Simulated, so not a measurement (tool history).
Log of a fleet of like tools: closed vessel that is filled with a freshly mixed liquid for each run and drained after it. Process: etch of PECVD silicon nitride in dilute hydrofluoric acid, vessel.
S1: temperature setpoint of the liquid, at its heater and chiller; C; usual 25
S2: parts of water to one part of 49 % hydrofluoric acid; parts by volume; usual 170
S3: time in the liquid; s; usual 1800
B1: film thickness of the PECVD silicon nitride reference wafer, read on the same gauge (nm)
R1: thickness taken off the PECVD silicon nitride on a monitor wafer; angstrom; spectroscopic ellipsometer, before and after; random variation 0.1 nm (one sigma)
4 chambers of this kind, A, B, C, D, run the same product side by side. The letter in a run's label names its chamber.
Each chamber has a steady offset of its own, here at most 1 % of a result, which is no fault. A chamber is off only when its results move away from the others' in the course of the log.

run,hour,S1,S2,S3,B1,R1
1D,4.2,25,170,1800,110.03,205.44
2C,6.8,25,170,1800,110.03,206.7
3A,11,25,170,1800,109.97,210.09
4B,14.3,25,170,1800,109.98,206.13
5C,16.5,25,170,1800,110,205.41
6B,20.6,25,170,1800,109.98,204.92
7D,22.8,25,135,2570,110,366.28
8A,25.8,25,135,2570,109.99,368.62
9A,29.6,25,135,2570,110.02,369.8
10D,32.4,25,135,2570,109.99,367.57
11C,35.4,25,170,1800,110.02,206.02
12B,39.3,25,170,1800,110.03,203.76
13D,43.4,27.5,170,1800,110.01,240.25
14C,45.8,27.5,170,1800,109.93,241.08
15A,49.7,27.5,170,1800,110.02,242.46
16B,53,27.5,170,1800,109.97,239.59
17A,55.1,25,170,1800,110.03,206.63
18D,58.5,25,170,1800,110.03,204.51
19B,61.4,25,170,1800,109.93,206.58
# hour 65.2: chamber B: hydrofluoric acid flow meter replaced
20C,65.5,25,170,1800,109.95,204.23
21C,68.6,25,170,1800,109.97,205.27
22D,70.9,25,225,1800,110.01,154.73
23B,74.7,25,225,1800,109.97,155.55
24A,77.5,25,225,1800,109.96,156.86
25B,80.2,25,225,1800,109.99,156.13
26C,82.8,25,170,1800,109.95,205.12

Next, every chamber runs the same settings. What will each give?
27A,85.9,25,235,1800,,?
27B,85.9,25,235,1800,,?
27C,85.9,25,235,1800,,?
27D,85.9,25,235,1800,,?

run,R1
27A,151.22
27B,150.05
27C,150.05
27D,148.09
